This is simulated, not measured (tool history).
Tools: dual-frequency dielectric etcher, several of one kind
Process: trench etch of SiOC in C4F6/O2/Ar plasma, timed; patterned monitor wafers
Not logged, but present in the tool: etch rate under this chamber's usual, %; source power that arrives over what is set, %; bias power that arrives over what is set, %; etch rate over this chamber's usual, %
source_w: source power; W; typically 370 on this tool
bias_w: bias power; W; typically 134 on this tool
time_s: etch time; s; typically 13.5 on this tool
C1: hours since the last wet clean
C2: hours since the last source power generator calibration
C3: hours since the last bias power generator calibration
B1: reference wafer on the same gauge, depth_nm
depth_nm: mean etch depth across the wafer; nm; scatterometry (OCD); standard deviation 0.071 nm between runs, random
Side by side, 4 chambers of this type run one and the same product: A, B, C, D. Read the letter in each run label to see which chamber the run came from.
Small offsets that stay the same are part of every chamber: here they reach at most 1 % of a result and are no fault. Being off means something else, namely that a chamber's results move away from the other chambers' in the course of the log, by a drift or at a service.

Run 1D, hour 6.8: usual settings; C1 340.5; C2 474.3; C3 3868.1; B1 27.115. Result: depth_nm 24.862 nm.
Run 2C, hour 14.6: usual settings; C1 275.5; C2 1415.4; C3 2031.6; B1 27.107. Result: depth_nm 24.830 nm.
Run 3B, hour 23.3: usual settings; C1 96.8; C2 586.1; C3 355.8; B1 27.121. Result: depth_nm 24.988 nm.
Run 4A, hour 28.2: usual settings; C1 503.4; C2 392.1; C3 2361.5; B1 27.099. Result: depth_nm 25.045 nm.
Run 5A, hour 37.0: usual settings; C1 512.2; C2 400.9; C3 2370.3; B1 27.103. Result: depth_nm 24.972 nm.
Run 6D, hour 42.3: usual settings; C1 376.0; C2 509.8; C3 3903.6; B1 27.118. Result: depth_nm 24.827 nm.
Run 7C, hour 48.5: usual settings; C1 309.4; C2 1449.3; C3 2065.5; B1 27.088. Result: depth_nm 24.813 nm.
Run 8B, hour 56.2: usual settings; C1 129.7; C2 619.0; C3 388.7; B1 27.102. Result: depth_nm 24.717 nm.
Run 9C, hour 64.6: usual settings; C1 325.5; C2 1465.4; C3 2081.6; B1 27.077. Result: depth_nm 24.754 nm.
At hour 66.1: chamber A: wet clean of the chamber.
At hour 66.9: chamber A: bias power generator calibrated.
Run 10D, hour 69.1: usual settings; C1 402.8; C2 536.6; C3 3930.4; B1 27.093. Result: depth_nm 24.837 nm.
Run 11B, hour 76.9: usual settings; C1 150.4; C2 639.7; C3 409.4; B1 27.103. Result: depth_nm 24.623 nm.
Run 12A, hour 82.2: usual settings; C1 16.1; C2 446.1; C3 15.4; B1 27.087. Result: depth_nm 25.130 nm.
Run 13D, hour 89.2: usual settings; C1 422.9; C2 556.7; C3 3950.5; B1 27.112. Result: depth_nm 24.867 nm.
Run 14B, hour 96.1: usual settings; C1 169.6; C2 658.9; C3 428.6; B1 27.122. Result: depth_nm 24.607 nm.
Run 15A, hour 100.4: usual settings but source_w 440 W, time_s 11.0 s; C1 34.3; C2 464.3; C3 33.6; B1 27.115. Result: depth_nm 21.678 nm.
Run 16C, hour 106.0: usual settings but source_w 440 W, time_s 11.0 s; C1 366.9; C2 1506.8; C3 2123.0; B1 27.094. Result: depth_nm 21.673 nm.
Run 17D, hour 112.8: usual settings but source_w 440 W, time_s 11.0 s; C1 446.5; C2 580.3; C3 3974.1; B1 27.083. Result: depth_nm 21.626 nm.
Run 18A, hour 118.3: usual settings but source_w 440 W, time_s 11.0 s; C1 52.2; C2 482.2; C3 51.5; B1 27.105. Result: depth_nm 21.896 nm.
Run 19B, hour 126.9: usual settings but source_w 450 W, time_s 17.0 s; C1 200.4; C2 689.7; C3 459.4; B1 27.109. Result: depth_nm 33.553 nm.
Run 20C, hour 133.6: usual settings but source_w 450 W, time_s 17.0 s; C1 394.5; C2 1534.4; C3 2150.6; B1 27.107. Result: depth_nm 33.679 nm.
Run 21B, hour 141.5: usual settings but source_w 450 W, time_s 17.0 s; C1 215.0; C2 704.3; C3 474.0; B1 27.118. Result: depth_nm 33.223 nm.
Run 22D, hour 150.5: usual settings but source_w 450 W, time_s 17.0 s; C1 484.2; C2 618.0; C3 4011.8; B1 27.113. Result: depth_nm 33.719 nm.
Run 23A, hour 157.7: usual settings; C1 91.6; C2 521.6; C3 90.9; B1 27.107. Result: depth_nm 25.085 nm.
Run 24C, hour 162.5: usual settings; C1 423.4; C2 1563.3; C3 2179.5; B1 27.105. Result: depth_nm 24.866 nm.
Run 25A, hour 171.3: usual settings; C1 105.2; C2 535.2; C3 104.5; B1 27.095. Result: depth_nm 24.921 nm.
Run 26C, hour 177.3: usual settings; C1 438.2; C2 1578.1; C3 2194.3; B1 27.092. Result: depth_nm 24.953 nm.
At hour 182.5: chamber C: wet clean of the chamber.
Run 27D, hour 185.3: usual settings; C1 519.0; C2 652.8; C3 4046.6; B1 27.104. Result: depth_nm 24.769 nm.
Run 28B, hour 191.4: usual settings but source_w 400 W; C1 264.9; C2 754.2; C3 523.9; B1 27.112. Result: depth_nm 24.941 nm.
Run 29A, hour 199.6: usual settings but source_w 400 W; C1 133.5; C2 563.5; C3 132.8; B1 27.079. Result: depth_nm 25.838 nm.
Run 30B, hour 205.1: usual settings but source_w 400 W; C1 278.6; C2 767.9; C3 537.6; B1 27.097. Result: depth_nm 24.810 nm.
Run 31D, hour 211.8: usual settings but source_w 400 W; C1 545.5; C2 679.3; C3 4073.1; B1 27.097. Result: depth_nm 25.561 nm.
At hour 218.6: chamber D: wet clean of the chamber.
Run 32C, hour 219.9: usual settings but source_w 330 W, bias_w 114 W; C1 37.5; C2 1620.7; C3 2236.9; B1 27.096. Result: depth_nm 22.661 nm.
Run 33D, hour 224.4: usual settings but source_w 330 W, bias_w 114 W; C1 5.8; C2 691.9; C3 4085.7; B1 27.098. Result: depth_nm 22.690 nm.
Run 34C, hour 231.3: usual settings but source_w 330 W, bias_w 114 W; C1 48.9; C2 1632.1; C3 2248.3; B1 27.102. Result: depth_nm 22.652 nm.
Run 35B, hour 239.4: usual settings but source_w 330 W, bias_w 114 W; C1 312.9; C2 802.2; C3 571.9; B1 27.112. Result: depth_nm 21.831 nm.
Run 36A, hour 246.5: usual settings; C1 180.4; C2 610.4; C3 179.7; B1 27.095. Result: depth_nm 24.939 nm.
Run 37C, hour 251.6: usual settings; C1 69.2; C2 1652.4; C3 2268.6; B1 27.095. Result: depth_nm 24.689 nm.

Is one chamber out of step, is the gauge drifting, or do the chambers differ by no more than their own small offsets? For an off chamber, give its letter and the likeliest cause.

Chamber B drifts away from the others.
What lies behind it: etch rate under this chamber's usual, % = 3.93.

Chamber B could run next with any of the 4 candidate recipes listed below; each alters the usual settings, and their results appear as question marks. Which one brings its results back in line with what the other chambers deliver on the usual settings?
Maximum distance from the other chambers' mean on the usual settings for a result to count as in line: depth_nm 0.250 nm
Run 38B-1, hour 258.2: usual settings but time_s 14.5 s. Result: depth_nm ?.
Run 38B-2, hour 258.2: usual settings but source_w 330 W, bias_w 121 W. Result: depth_nm ?.
Run 38B-3, hour 258.2: usual settings but bias_w 135 W, time_s 14.0 s. Result: depth_nm ?.
Run 38B-4, hour 258.2: usual settings but time_s 13.0 s. Result: depth_nm ?.

Average result of the remaining chambers running the usual settings: depth_nm 24.868 nm
  run  depth_nm
38B-1    25.634
38B-2    22.113
38B-3    24.805
38B-4    22.982
It is 38B-3 that realigns the chamber with its peers.
